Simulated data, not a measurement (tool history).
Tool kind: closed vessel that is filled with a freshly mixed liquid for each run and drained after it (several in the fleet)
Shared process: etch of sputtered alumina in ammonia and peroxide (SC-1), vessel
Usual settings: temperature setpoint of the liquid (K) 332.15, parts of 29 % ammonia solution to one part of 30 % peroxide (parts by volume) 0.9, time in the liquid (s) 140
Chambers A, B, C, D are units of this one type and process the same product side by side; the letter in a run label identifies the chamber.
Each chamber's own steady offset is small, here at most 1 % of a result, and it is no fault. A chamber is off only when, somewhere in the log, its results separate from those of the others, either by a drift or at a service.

run  hour  temperature setpoint of the liquid (K)  parts of 29 % ammonia solution to one part of 30 % peroxide (parts by volume)  time in the liquid (s)  read-back film thickness of the sputtered alumina reference wafer, read on the same gauge (nm)  thickness taken off the sputtered alumina on a monitor wafer (Å)
 1B   3.1                                  332.15                                                                            0.9                     140                                                                                          49.995                                                           138.540
      5.9  -- chamber C: ammonia flow meter replaced
 2D   6.4                                  332.15                                                                            0.9                     140                                                                                          50.013                                                           139.700
 3A   8.7                                  332.15                                                                            0.9                     140                                                                                          49.990                                                           139.000
 4C  12.7                                  332.15                                                                            0.9                     140                                                                                          50.000                                                           139.690
 5B  16.2                                  332.15                                                                            0.9                     140                                                                                          49.998                                                           138.560
 6D  20.5                                  336.15                                                                            0.9                     180                                                                                          49.982                                                           219.510
 7A  24.0                                  336.15                                                                            0.9                     180                                                                                          49.993                                                           220.210
 8C  27.4                                  336.15                                                                            0.9                     180                                                                                          50.003                                                           216.070
 9D  31.2                                  336.15                                                                            0.9                     180                                                                                          50.029                                                           220.460
10C  33.7                                  332.15                                                                            0.9                     140                                                                                          50.000                                                           139.430
11A  37.5                                  332.15                                                                            0.9                     140                                                                                          50.009                                                           138.330
12B  40.0                                  322.15                                                                            0.9                     115                                                                                          50.021                                                            66.647
13D  43.5                                  322.15                                                                            0.9                     115                                                                                          49.999                                                            69.648
14A  45.8                                  322.15                                                                            0.9                     115                                                                                          49.992                                                            66.504
15C  48.1                                  322.15                                                                            0.9                     115                                                                                          49.996                                                            65.741
16B  50.2                                  332.15                                                                            0.9                     140                                                                                          49.976                                                           138.760
     50.4  -- chamber A: new drum of ammonia solution connected
17A  54.5                                  332.15                                                                            0.9                     140                                                                                          49.999                                                           140.170
18C  58.5                                  332.15                                                                            0.9                     140                                                                                          50.004                                                           139.150
19D  62.0                                  332.15                                                                            0.9                     140                                                                                          49.994                                                           146.450
20B  66.3                                  332.15                                                                            0.9                     140                                                                                          49.987                                                           138.820
21D  70.6                                  332.15                                                                            0.9                     140                                                                                          50.019                                                           145.420
22C  73.3                                  332.15                                                                            1.2                     140                                                                                          50.003                                                           143.570
23A  76.7                                  332.15                                                                            1.2                     140                                                                                          50.013                                                           144.850
24B  79.6                                  332.15                                                                            1.2                     140                                                                                          49.994                                                           140.840
25B  83.9                                  332.15                                                                            1.2                     140                                                                                          49.988                                                           143.530
26A  87.5                                  332.15                                                                            0.9                     140                                                                                          49.985                                                           139.590
27C  90.3                                  332.15                                                                            0.9                     140                                                                                          49.993                                                           137.040

Next, all 4 chambers run the settings below, one line each with question marks for the results. What does each chamber give?
28A  93.5                                  332.15                                                                            0.9                     140                                                                                                                                                                 ?
28B  93.5                                  332.15                                                                            0.9                     140                                                                                                                                                                 ?
28C  93.5                                  332.15                                                                            0.9                     140                                                                                                                                                                 ?
28D  93.5                                  332.15                                                                            0.9                     140                                                                                                                                                                 ?

run  thickness taken off the sputtered alumina on a monitor wafer (Å)
28A                                                           137.810
28B                                                           139.650
28C                                                           138.700
28D                                                           153.080

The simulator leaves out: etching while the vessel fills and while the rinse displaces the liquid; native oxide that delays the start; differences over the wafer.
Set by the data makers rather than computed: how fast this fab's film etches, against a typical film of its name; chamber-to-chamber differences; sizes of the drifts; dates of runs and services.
